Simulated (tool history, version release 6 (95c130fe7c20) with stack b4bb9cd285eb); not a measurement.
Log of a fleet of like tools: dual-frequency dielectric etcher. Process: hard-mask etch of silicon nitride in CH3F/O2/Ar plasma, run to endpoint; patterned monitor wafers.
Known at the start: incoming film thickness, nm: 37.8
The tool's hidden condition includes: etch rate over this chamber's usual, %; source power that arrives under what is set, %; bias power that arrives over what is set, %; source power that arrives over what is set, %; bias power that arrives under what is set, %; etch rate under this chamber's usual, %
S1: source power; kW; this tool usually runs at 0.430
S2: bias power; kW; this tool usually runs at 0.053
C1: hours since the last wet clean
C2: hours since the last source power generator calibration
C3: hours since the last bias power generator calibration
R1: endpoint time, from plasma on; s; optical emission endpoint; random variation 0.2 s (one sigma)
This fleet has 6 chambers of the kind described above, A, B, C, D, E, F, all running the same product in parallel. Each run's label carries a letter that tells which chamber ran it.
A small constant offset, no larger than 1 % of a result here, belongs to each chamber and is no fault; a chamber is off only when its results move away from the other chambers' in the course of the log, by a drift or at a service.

run     day     S1     S2     C1      C2      C3      R1
 1C   0.408  0.430  0.053  315.7  1512.0  1863.2  58.605
 2D   0.875  0.430  0.053  359.4  2051.5  1047.3  58.914
 3F   1.108  0.430  0.053  344.0   277.1  3877.7  59.101
 4B   1.592  0.430  0.053   65.8  1157.8   916.8  59.255
 5A   1.817  0.430  0.053  380.6  1217.9  1117.9  58.516
 6E   2.050  0.430  0.053  445.2   290.2  2233.4  58.394
      2.125  -- chamber E: bias power generator calibrated
 7A   2.300  0.430  0.053  392.2  1229.5  1129.5  59.140
      2.367  -- chamber E: wet clean of the chamber
 8B   2.754  0.430  0.053   93.7  1185.7   944.7  59.145
 9F   3.046  0.360  0.047  390.5   323.6  3924.2  65.535
10D   3.483  0.360  0.047  422.0  2114.1  1109.9  65.798
11C   3.912  0.360  0.047  399.8  1596.1  1947.3  65.341
12E   4.142  0.360  0.047   42.6   340.4    48.5  65.168
13F   4.400  0.360  0.047  423.0   356.1  3956.7  65.828
14C   4.900  0.360  0.047  423.5  1619.8  1971.0  65.529
15A   5.192  0.430  0.053  461.6  1298.9  1198.9  59.159
16D   5.646  0.430  0.053  473.9  2166.0  1161.8  58.586
17E   6.104  0.430  0.053   89.7   387.5    95.6  58.676
18B   6.517  0.430  0.053  184.0  1276.0  1035.0  59.103
      6.746  -- chamber D: wet clean of the chamber
19C   6.908  0.430  0.053  471.7  1668.0  2019.2  58.948
20E   7.158  0.430  0.044  115.0   412.8   120.9  61.891
21B   7.554  0.430  0.044  208.9  1300.9  1059.9  62.634
      7.600  -- chamber A: wet clean of the chamber
22D   8.042  0.430  0.044   31.1  2223.5  1219.3  62.481
23A   8.304  0.430  0.044   16.9  1373.6  1273.6  62.622
24F   8.679  0.430  0.044  525.7   458.8  4059.4  63.118
25F   8.942  0.430  0.044  532.0   465.1  4065.7  62.728
26A   9.417  0.430  0.053   43.6  1400.3  1300.3  58.966
27B   9.712  0.430  0.053  260.7  1352.7  1111.7  59.214
28C  10.100  0.430  0.053  548.3  1744.6  2095.8  58.319
29D  10.404  0.430  0.053   87.8  2280.2  1276.0  59.175
30E  10.625  0.430  0.053  198.2   496.0   204.1  58.410
31D  10.967  0.430  0.053  101.3  2293.7  1289.5  58.441
32B  11.367  0.430  0.053  300.4  1392.4  1151.4  58.952
33C  11.754  0.430  0.060  588.0  1784.3  2135.5  56.222
34E  12.200  0.430  0.060  236.0   533.8   241.9  56.288
35F  12.675  0.430  0.060  621.6   554.7  4155.3  57.142
     12.992  -- chamber F: wet clean of the chamber
36A  13.042  0.430  0.060  130.6  1487.3  1387.3  56.507
37D  13.417  0.430  0.060  160.1  2352.5  1348.3  56.734
38E  13.646  0.430  0.060  270.7   568.5   276.6  56.518
39F  14.121  0.430  0.053   27.1   589.4  4190.0  59.376

All chambers now run identical settings, listed one chamber a line with results as question marks. What results will each chamber show?
40A  14.488  0.430  0.053               ?
40B  14.488  0.430  0.053               ?
40C  14.488  0.430  0.053               ?
40D  14.488  0.430  0.053               ?
40E  14.488  0.430  0.053               ?
40F  14.488  0.430  0.053               ?

run      R1
40A  58.957
40B  58.861
40C  59.068
40D  58.907
40E  58.345
40F  59.119
